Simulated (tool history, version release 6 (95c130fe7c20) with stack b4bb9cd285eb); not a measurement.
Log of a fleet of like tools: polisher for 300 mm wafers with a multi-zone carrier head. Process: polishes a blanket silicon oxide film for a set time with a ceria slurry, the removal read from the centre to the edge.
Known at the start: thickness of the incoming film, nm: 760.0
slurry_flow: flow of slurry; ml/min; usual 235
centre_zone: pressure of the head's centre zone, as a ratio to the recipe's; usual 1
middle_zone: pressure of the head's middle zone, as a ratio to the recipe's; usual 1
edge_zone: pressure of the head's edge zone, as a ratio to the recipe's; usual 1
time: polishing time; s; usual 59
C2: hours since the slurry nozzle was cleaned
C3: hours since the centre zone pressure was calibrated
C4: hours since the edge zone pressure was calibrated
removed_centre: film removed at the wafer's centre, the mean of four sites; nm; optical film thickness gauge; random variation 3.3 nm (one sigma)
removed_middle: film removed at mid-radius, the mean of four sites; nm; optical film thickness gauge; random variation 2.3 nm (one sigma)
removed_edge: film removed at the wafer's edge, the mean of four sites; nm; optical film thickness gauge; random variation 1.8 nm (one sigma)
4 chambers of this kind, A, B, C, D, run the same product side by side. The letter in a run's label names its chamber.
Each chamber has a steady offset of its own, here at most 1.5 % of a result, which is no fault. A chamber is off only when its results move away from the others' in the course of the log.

Run 1D, hour 6.6: usual settings; wafers polished on this pad 1052; C2 269.5; C3 163.1; C4 922.5. Result: removed_centre 249.14 nm, removed_middle 254.31 nm, removed_edge 255.41 nm.
Run 2B, hour 11: usual settings; wafers polished on this pad 807; C2 214.3; C3 478.1; C4 704.4. Result: removed_centre 251.73 nm, removed_middle 256.93 nm, removed_edge 257.91 nm.
Run 3C, hour 15.7: usual settings; wafers polished on this pad 686; C2 204; C3 166.5; C4 807.1. Result: removed_centre 256.68 nm, removed_middle 258.02 nm, removed_edge 257.57 nm.
At hour 17.5: chamber C: worn pad replaced by a new one.
At hour 22.5: chamber B: worn pad replaced by a new one.
Run 4A, hour 23.6: usual settings; wafers polished on this pad 1277; C2 672.5; C3 598.7; C4 454.3. Result: removed_centre 258.09 nm, removed_middle 256.43 nm, removed_edge 253.14 nm.
At hour 27.7: chamber A: worn pad replaced by a new one.
At hour 28.5: chamber A: centre zone pressure recalibrated.
Run 5B, hour 31.2: usual settings; wafers polished on this pad 85; C2 234.5; C3 498.3; C4 724.6. Result: removed_centre 257.08 nm, removed_middle 260.46 nm, removed_edge 254.28 nm.
At hour 34.4: chamber D: worn pad replaced by a new one.
Run 6C, hour 36.8: usual settings; wafers polished on this pad 188; C2 225.1; C3 187.6; C4 828.2. Result: removed_centre 252.19 nm, removed_middle 259.17 nm, removed_edge 255.05 nm.
At hour 40.2: chamber A: slurry nozzle cleaned.
At hour 41.2: chamber B: slurry nozzle cleaned.
Run 7A, hour 43.6: usual settings; wafers polished on this pad 155; C2 3.5; C3 15.1; C4 474.3. Result: removed_centre 258.58 nm, removed_middle 256.43 nm, removed_edge 253.04 nm.
At hour 50.3: chamber C: edge zone pressure recalibrated.
Run 8D, hour 51.1: usual settings; wafers polished on this pad 163; C2 314; C3 207.6; C4 967. Result: removed_centre 253.92 nm, removed_middle 253.87 nm, removed_edge 255.78 nm.
Run 9B, hour 56.3: usual settings; wafers polished on this pad 330; C2 15.1; C3 523.4; C4 749.7. Result: removed_centre 253.66 nm, removed_middle 254.96 nm, removed_edge 257.16 nm.
At hour 59.3: chamber C: slurry nozzle cleaned.
Run 10D, hour 61.1: usual settings; wafers polished on this pad 261; C2 324; C3 217.6; C4 977. Result: removed_centre 256.48 nm, removed_middle 253.23 nm, removed_edge 255.72 nm.
Run 11C, hour 66: usual settings; wafers polished on this pad 473; C2 6.8; C3 216.8; C4 15.8. Result: removed_centre 256.46 nm, removed_middle 259.26 nm, removed_edge 254.21 nm.
Run 12A, hour 73.6: usual settings; wafers polished on this pad 448; C2 33.5; C3 45.1; C4 504.3. Result: removed_centre 259.78 nm, removed_middle 257.95 nm, removed_edge 252.42 nm.
At hour 79.6: chamber B: centre zone pressure recalibrated.
Run 13A, hour 81.8: usual settings but slurry_flow 270 ml/min, edge_zone 1.08; wafers polished on this pad 528; C2 41.7; C3 53.3; C4 512.5. Result: removed_centre 262.49 nm, removed_middle 257.4 nm, removed_edge 263.81 nm.
Run 14D, hour 86.9: usual settings but slurry_flow 270 ml/min, edge_zone 1.08; wafers polished on this pad 512; C2 349.8; C3 243.4; C4 1002.8. Result: removed_centre 259.26 nm, removed_middle 259.12 nm, removed_edge 271.23 nm.
Run 15C, hour 92: usual settings but slurry_flow 270 ml/min, edge_zone 1.08; wafers polished on this pad 726; C2 32.8; C3 242.8; C4 41.8. Result: removed_centre 259.05 nm, removed_middle 260.02 nm, removed_edge 271.36 nm.
Run 16B, hour 97.6: usual settings but slurry_flow 270 ml/min, edge_zone 1.08; wafers polished on this pad 733; C2 56.4; C3 18; C4 791. Result: removed_centre 229.66 nm, removed_middle 264.01 nm, removed_edge 269.38 nm.
At hour 100.1: chamber C: worn pad replaced by a new one.
Run 17D, hour 106.1: usual settings; wafers polished on this pad 700; C2 369; C3 262.6; C4 1022. Result: removed_centre 258.02 nm, removed_middle 255.98 nm, removed_edge 254.21 nm.
At hour 113.8: chamber B: worn pad replaced by a new one.
Run 18C, hour 113.8: usual settings; wafers polished on this pad 134; C2 54.6; C3 264.6; C4 63.6. Result: removed_centre 258.06 nm, removed_middle 256.32 nm, removed_edge 257.02 nm.
Run 19B, hour 121.7: usual settings; wafers polished on this pad 77; C2 80.5; C3 42.1; C4 815.1. Result: removed_centre 229.24 nm, removed_middle 259.72 nm, removed_edge 259.56 nm.
Run 20A, hour 126.2: usual settings but middle_zone 0.93, edge_zone 1.12; wafers polished on this pad 961; C2 86.1; C3 97.7; C4 556.9. Result: removed_centre 252.61 nm, removed_middle 234.85 nm, removed_edge 267.75 nm.
Run 21B, hour 132.3: usual settings but middle_zone 0.93, edge_zone 1.12; wafers polished on this pad 181; C2 91.1; C3 52.7; C4 825.7. Result: removed_centre 231.16 nm, removed_middle 240.44 nm, removed_edge 270.62 nm.
Run 22A, hour 139.6: usual settings but middle_zone 0.93, edge_zone 1.12; wafers polished on this pad 1091; C2 99.5; C3 111.1; C4 570.3. Result: removed_centre 256.17 nm, removed_middle 240.17 nm, removed_edge 272.01 nm.
Run 23D, hour 145.5: usual settings but middle_zone 0.93, edge_zone 1.12; wafers polished on this pad 1084; C2 408.4; C3 302; C4 1061.4. Result: removed_centre 249.44 nm, removed_middle 238.92 nm, removed_edge 268.86 nm.
At hour 153.5: chamber A: worn pad replaced by a new one.
Run 24C, hour 153.6: usual settings; wafers polished on this pad 522; C2 94.4; C3 304.4; C4 103.4. Result: removed_centre 253.62 nm, removed_middle 257.35 nm, removed_edge 256.38 nm.
Run 25B, hour 157.4: usual settings; wafers polished on this pad 426; C2 116.2; C3 77.8; C4 850.8. Result: removed_centre 228.36 nm, removed_middle 258.02 nm, removed_edge 255.5 nm.
Run 26C, hour 163.3: usual settings but edge_zone 1.12; wafers polished on this pad 617; C2 104.1; C3 314.1; C4 113.1. Result: removed_centre 255.62 nm, removed_middle 258.54 nm, removed_edge 276.46 nm.
At hour 165.9: chamber B: edge zone pressure recalibrated.
Run 27D, hour 169.1: usual settings but edge_zone 1.12; wafers polished on this pad 1314; C2 432; C3 325.6; C4 1085. Result: removed_centre 250.92 nm, removed_middle 250.42 nm, removed_edge 269.5 nm.
Run 28A, hour 175.4: usual settings but edge_zone 1.12; wafers polished on this pad 213; C2 135.3; C3 146.9; C4 606.1. Result: removed_centre 256.99 nm, removed_middle 257.3 nm, removed_edge 269.22 nm.
At hour 177.7: chamber C: worn pad replaced by a new one.
At hour 180.7: chamber D: worn pad replaced by a new one.
Run 29B, hour 180.8: usual settings but edge_zone 1.12; wafers polished on this pad 654; C2 139.6; C3 101.2; C4 14.9. Result: removed_centre 228.28 nm, removed_middle 261.47 nm, removed_edge 273.05 nm.
Run 30D, hour 184.7: usual settings but middle_zone 0.95; wafers polished on this pad 39; C2 447.6; C3 341.2; C4 1100.6. Result: removed_centre 252.03 nm, removed_middle 242.48 nm, removed_edge 252.9 nm.
Run 31A, hour 189: usual settings but middle_zone 0.95; wafers polished on this pad 346; C2 148.9; C3 160.5; C4 619.7. Result: removed_centre 255.51 nm, removed_middle 240.69 nm, removed_edge 252.21 nm.
Run 32C, hour 193.6: usual settings but middle_zone 0.95; wafers polished on this pad 155; C2 134.4; C3 344.4; C4 143.4. Result: removed_centre 252.23 nm, removed_middle 247.33 nm, removed_edge 253.62 nm.
Run 33A, hour 202: usual settings but middle_zone 0.95; wafers polished on this pad 473; C2 161.9; C3 173.5; C4 632.7. Result: removed_centre 257.78 nm, removed_middle 241.72 nm, removed_edge 257.1 nm.

Next, every chamber runs the same settings. What will each give?
Run 34A, hour 208: usual settings. Result: removed_centre ?, removed_middle ?, removed_edge ?.
Run 34B, hour 208: usual settings. Result: removed_centre ?, removed_middle ?, removed_edge ?.
Run 34C, hour 208: usual settings. Result: removed_centre ?, removed_middle ?, removed_edge ?.
Run 34D, hour 208: usual settings. Result: removed_centre ?, removed_middle ?, removed_edge ?.

run  removed_centre  removed_middle  removed_edge
34A          255.24          253.87        247.78
34B          227.24          256.43        254.72
34C          261.04          258.24        257.93
34D          247.87          253.49        254.95
